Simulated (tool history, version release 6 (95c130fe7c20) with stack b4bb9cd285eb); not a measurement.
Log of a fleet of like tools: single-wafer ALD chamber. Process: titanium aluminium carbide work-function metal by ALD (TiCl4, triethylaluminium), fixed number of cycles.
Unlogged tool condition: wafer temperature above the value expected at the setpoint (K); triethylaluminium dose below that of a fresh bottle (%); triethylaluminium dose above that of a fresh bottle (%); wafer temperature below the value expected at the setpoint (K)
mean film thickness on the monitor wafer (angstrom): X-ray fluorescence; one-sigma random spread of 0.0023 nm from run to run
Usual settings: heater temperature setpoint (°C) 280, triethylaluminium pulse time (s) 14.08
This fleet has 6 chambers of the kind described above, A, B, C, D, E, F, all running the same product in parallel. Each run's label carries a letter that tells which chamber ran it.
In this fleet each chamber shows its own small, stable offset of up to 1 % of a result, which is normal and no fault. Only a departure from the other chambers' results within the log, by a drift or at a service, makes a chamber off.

run,hour,heater temperature setpoint (°C),triethylaluminium pulse time (s),hours since the last thermocouple change,hours since the last triethylaluminium bottle change,"read-back reference wafer on the same gauge, thickness_nm",mean film thickness on the monitor wafer (angstrom)
1C,10.6,280,14.08,936.8,993.6,1.9906,18.734
2F,17.3,280,14.08,2045.5,1091.4,1.9903,18.799
3E,23,280,14.08,1513.1,564,1.9909,18.565
4A,34.5,280,14.08,1711.4,1088.2,1.991,18.795
5B,45.1,280,14.08,372.5,421.9,1.9912,18.584
6D,55.3,280,14.08,957.5,536,1.9912,18.678
7E,63.6,288,14.08,1553.7,604.6,1.9916,19.265
8C,73.6,288,14.08,999.8,1056.6,1.9917,19.477
9D,82.9,288,14.08,985.1,563.6,1.9922,19.392
10B,87.9,288,14.08,415.3,464.7,1.9921,19.29
11A,98.9,288,14.08,1775.8,1152.6,1.9919,19.537
12F,106.7,288,14.08,2134.9,1180.8,1.9932,19.541
13C,117.2,280,14.08,1043.4,1100.2,1.9926,18.81
14B,125.3,280,14.08,452.7,502.1,1.9935,18.608
# hour 128.2: chamber C: triethylaluminium bottle replaced
15E,136.4,280,14.08,1626.5,677.4,1.9936,18.585
16D,143.3,280,10.97,1045.5,624,1.994,18.413
17A,148.4,280,10.97,1825.3,1202.1,1.9947,18.481
18F,159.2,280,10.97,2187.4,1233.3,1.9938,18.576
19D,170.6,280,10.97,1072.8,651.3,1.9953,18.417
# hour 174.5: chamber D: thermocouple changed; heater temperature recalibrated
20F,181.5,280,10.97,2209.7,1255.6,1.9944,18.562
21E,191.2,280,10.97,1681.3,732.2,1.9949,18.285
22C,199.2,280,14.08,1125.4,71.1,1.9951,18.837
# hour 201.6: chamber A: triethylaluminium bottle replaced
23A,207.4,280,14.08,1884.3,5.8,1.9954,18.861
24B,214.6,280,14.08,542,591.4,1.9956,18.648
25A,220.7,280,14.08,1897.6,19.1,1.996,18.865
26E,226.1,280,14.08,1716.2,767.1,1.9969,18.622
27F,234.5,280,14.08,2262.7,1308.6,1.9963,18.879
28C,244.2,280,14.08,1170.4,116.1,1.9967,18.816
# hour 248.2: chamber F: triethylaluminium bottle replaced
29D,249.3,280,14.08,74.9,730,1.9973,18.759
30B,254.5,280,14.08,581.9,631.3,1.997,18.638
31B,263.9,280,14.08,591.3,640.7,1.9973,18.683
32E,271.1,289,18.65,1761.2,812.1,1.9974,19.502
33D,276.5,289,18.65,102.1,757.2,1.9976,19.657
34C,284.5,289,18.65,1210.7,156.4,1.9977,19.701
35A,293.4,289,18.65,1970.3,91.8,1.998,19.793
36F,302.3,289,18.65,2330.5,54.1,1.9977,19.851
37C,310,289,18.65,1236.2,181.9,1.9987,19.722
# hour 315: chamber F: thermocouple changed; heater temperature recalibrated
38F,319.6,280,14.08,4.7,71.4,1.9985,18.917
39D,330.7,280,14.08,156.3,811.4,1.9986,18.788
40B,337.7,280,14.08,665.1,714.5,1.9987,18.672
41E,349.2,280,14.08,1839.3,890.2,1.9996,18.648
42A,355.1,280,14.08,2032,153.5,1.9992,18.901
# hour 358.5: chamber E: thermocouple changed; heater temperature recalibrated
43E,364.1,280,14.08,5.6,905.1,1.9993,18.634

Is one chamber out of step, is the gauge drifting, or do the chambers differ by no more than their own small offsets? For an off chamber, give its letter and the likeliest cause.

Gauge drift. The chambers move together only on paper, and none stands off.
What lies behind it: gauge reads high (%) = 0.501.
